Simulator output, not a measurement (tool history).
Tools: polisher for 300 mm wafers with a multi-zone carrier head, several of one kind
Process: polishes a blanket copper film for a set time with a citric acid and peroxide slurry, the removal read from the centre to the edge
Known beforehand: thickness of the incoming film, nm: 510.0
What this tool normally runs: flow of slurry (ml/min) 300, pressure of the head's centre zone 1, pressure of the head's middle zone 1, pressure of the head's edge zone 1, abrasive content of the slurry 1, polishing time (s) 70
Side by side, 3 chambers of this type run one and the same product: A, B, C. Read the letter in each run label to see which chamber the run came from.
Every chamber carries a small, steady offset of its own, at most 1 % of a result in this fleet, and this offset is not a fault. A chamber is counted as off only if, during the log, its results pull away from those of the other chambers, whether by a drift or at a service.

run	day	flow of slurry (ml/min)	pressure of the head's centre zone	pressure of the head's middle zone	pressure of the head's edge zone	abrasive content of the slurry	polishing time (s)	wafers polished on this pad	hours since the slurry nozzle was cleaned	hours since the centre zone pressure was calibrated	hours since the edge zone pressure was calibrated	film removed at the wafer's centre (nm)	film removed at mid-radius (nm)	film removed at the wafer's edge (nm)
1C	0.454	300	1	1	1	1	70	879	104.8	234.7	200.8	150.95	149.25	152.56
2B	0.796	300	1	1	1	1	70	633	798.5	1076.9	654.3	153.59	151.6	148.79
3A	1.171	300	1	1	1	1	70	629	164.4	1044.5	620.4	151.79	150.43	146.13
4C	1.754	300	1	1	1	1	70	1264	136	265.9	232	149.26	148.54	149.29
# day 2.038: chamber B: slurry nozzle cleaned
# day 2.162: chamber A: worn pad replaced by a new one
5B	2.267	300	1	1	1	1	70	1068	5.5	1112.2	689.6	148.38	147.56	151.5
6A	2.879	300	1	1	1	1	70	213	205.4	1085.5	661.4	152.58	148.66	152.89
# day 3.104: chamber A: centre zone pressure recalibrated
7B	3.392	300	1	1	1	1	70	1401	32.5	1139.2	716.6	155.94	150.01	149.38
# day 3.412: chamber B: worn pad replaced by a new one
8C	3.833	300	1	1	1	1	70	1879	185.9	315.8	281.9	143.93	145.27	147.46
9A	4.229	245	1	1	1	0.75	70	612	237.8	27.1	693.8	139.62	135.88	137.68
10A	4.562	245	1	1	1	0.75	70	711	245.8	35.1	701.8	138.45	137.88	144.6
11B	5.175	245	1	1	1	0.75	70	522	75.3	1182	759.4	139.71	137.46	137.77
# day 5.6: chamber A: worn pad replaced by a new one
12C	5.629	300	1	1	1	1	70	2410	229	358.9	325	141.85	144.87	140.33
13C	6.2	300	1	1	1	1	70	2579	242.7	372.6	338.7	140	142.33	142.41
# day 6.221: chamber A: slurry nozzle cleaned
14B	6.475	300	1	1	1	1	70	906	106.5	1213.2	790.6	148.74	150.41	149.94
15A	7.021	300	1	1	1	1	70	421	19.3	94.1	760.8	150.88	149.33	149.57
16C	7.454	300	1	1	1	1	70	2950	272.8	402.7	368.8	143.17	142.22	141.85
# day 7.829: chamber B: worn pad replaced by a new one
17B	7.838	300	1	1	1	1	70	2	139.2	1245.9	823.3	149.84	148.21	147.72
18A	8.288	300	1	1	1	1	70	795	49.7	124.5	791.2	150.46	147.8	150.93
# day 8.496: chamber A: worn pad replaced by a new one
19A	8.704	300	1	1	1	1	70	61	59.7	134.5	801.2	150.9	150.1	151.54
20B	9.288	300	1	1	1	1	70	431	174	1280.7	858.1	153.13	148.79	150.04
21C	9.833	300	1	1.08	1	1	70	3654	329.9	459.8	425.9	136.98	146.76	138.5
22B	10.204	300	1	1.08	1	1	70	703	196	1302.7	880.1	147.96	161.44	146.58
23C	10.704	300	1	1.08	1	1	70	3911	350.8	480.7	446.8	134.84	146.82	136.4
24A	11.033	300	1	0.9	1.04	1	70	750	115.6	190.4	857.1	147.46	135.25	152.74
25C	11.379	300	1	0.9	1.04	1	70	4111	367	496.9	463	136.38	121.9	140.19
26A	11.975	300	1	0.9	1.04	1	70	1029	138.2	213	879.7	149.19	133.49	151.67
# day 12.158: chamber B: worn pad replaced by a new one
27B	12.538	300	1	1	1	1	70	112	252	1358.7	936.1	151.03	148.08	149.95
28B	13.038	300	1	1	1.11	0.7	70	260	264	1370.7	948.1	139.57	139.92	147.75

Next, every chamber runs the same settings. What will each give?
29A	13.475	300	1	1	1	1	70					?	?	?
29B	13.475	300	1	1	1	1	70					?	?	?
29C	13.475	300	1	1	1	1	70					?	?	?

run	film removed at the wafer's centre (nm)	film removed at mid-radius (nm)	film removed at the wafer's edge (nm)
29A	151.75	148.37	152.3
29B	152.9	148.47	155.4
29C	133.36	132.13	135.17
